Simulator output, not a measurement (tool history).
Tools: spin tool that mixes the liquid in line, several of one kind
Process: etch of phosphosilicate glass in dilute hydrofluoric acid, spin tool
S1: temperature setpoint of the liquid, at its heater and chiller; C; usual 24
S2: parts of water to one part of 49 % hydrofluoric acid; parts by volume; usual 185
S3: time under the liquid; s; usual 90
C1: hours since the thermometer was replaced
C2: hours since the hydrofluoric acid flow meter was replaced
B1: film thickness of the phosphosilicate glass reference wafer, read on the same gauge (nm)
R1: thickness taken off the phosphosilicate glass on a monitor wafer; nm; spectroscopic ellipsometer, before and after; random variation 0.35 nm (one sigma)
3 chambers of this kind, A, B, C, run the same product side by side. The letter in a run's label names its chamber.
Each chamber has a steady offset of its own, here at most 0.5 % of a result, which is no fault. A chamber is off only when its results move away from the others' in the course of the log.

run	day	S1	S2	S3	C1	C2	B1	R1
1C	0.333	24	185	90	446.4	361.2	100.000	42.749
2B	0.558	24	185	90	928.1	143.4	100.010	43.162
3A	0.796	24	185	90	844.7	630.1	100.000	42.551
4B	1.008	24	185	90	938.9	154.2	99.993	42.690
5C	1.329	24	185	90	470.3	385.1	100.040	43.101
6A	1.558	24	185	90	863.0	648.4	99.976	42.793
7B	1.846	24	185	90	959.0	174.3	99.976	43.411
8C	2.167	24	185	90	490.4	405.2	99.979	42.732
9A	2.321	24	185	90	881.3	666.7	99.971	42.830
10A	2.592	24	185	90	887.8	673.2	99.972	43.417
11C	2.808	24	215	90	505.8	420.6	99.990	35.932
12B	2.971	24	215	90	986.0	201.3	99.999	35.522
13A	3.221	24	215	90	902.9	688.3	99.973	35.918
14B	3.383	24	130	90	995.9	211.2	99.987	64.663
15C	3.571	24	130	90	524.1	438.9	99.978	65.758
16A	3.717	24	130	90	914.8	700.2	100.010	65.349
17C	3.958	24	150	90	533.4	448.2	100.020	55.432
18B	4.188	24	150	90	1015.2	230.5	99.983	55.701
19A	4.342	24	150	90	929.8	715.2	100.010	56.243
20B	4.504	24	185	90	1022.8	238.1	100.020	42.796
21C	4.725	24	185	90	551.8	466.6	100.050	42.089
22B	5.046	24	185	90	1035.8	251.1	99.990	43.218
23C	5.329	24	185	90	566.3	481.1	99.970	42.454
24A	5.492	24	185	90	957.4	742.8	99.991	44.705
25A	5.812	24	185	90	965.1	750.5	99.996	45.048
26B	6.038	24	185	90	1059.6	274.9	100.040	42.618
27C	6.267	24	185	90	588.8	503.6	99.985	43.744
28B	6.583	24	185	90	1072.7	288.0	99.985	43.005
29A	6.858	24	185	90	990.2	775.6	99.991	45.501
30C	7.129	24	185	90	609.5	524.3	100.050	42.760
31C	7.429	24	185	90	616.7	531.5	99.984	42.787
32B	7.638	24	185	90	1098.0	313.3	99.980	42.277
33A	7.867	24	185	90	1014.4	799.8	99.978	45.411
34A	8.100	24	185	90	1020.0	805.4	100.000	45.844
35B	8.346	22	220	90	1115.0	330.3	100.030	32.164
36C	8.546	22	220	90	643.5	558.3	100.060	32.547
37B	8.792	22	220	90	1125.7	341.0	99.986	32.647
38C	9.088	24	185	90	656.5	571.3	99.972	43.130
39A	9.275	24	185	90	1048.2	833.6	99.962	46.464

Next, every chamber runs the same settings. What will each give?
40A	9.517	24	185	90				?
40B	9.517	24	185	90				?
40C	9.517	24	185	90				?

run	R1
40A	46.215
40B	42.630
40C	42.929

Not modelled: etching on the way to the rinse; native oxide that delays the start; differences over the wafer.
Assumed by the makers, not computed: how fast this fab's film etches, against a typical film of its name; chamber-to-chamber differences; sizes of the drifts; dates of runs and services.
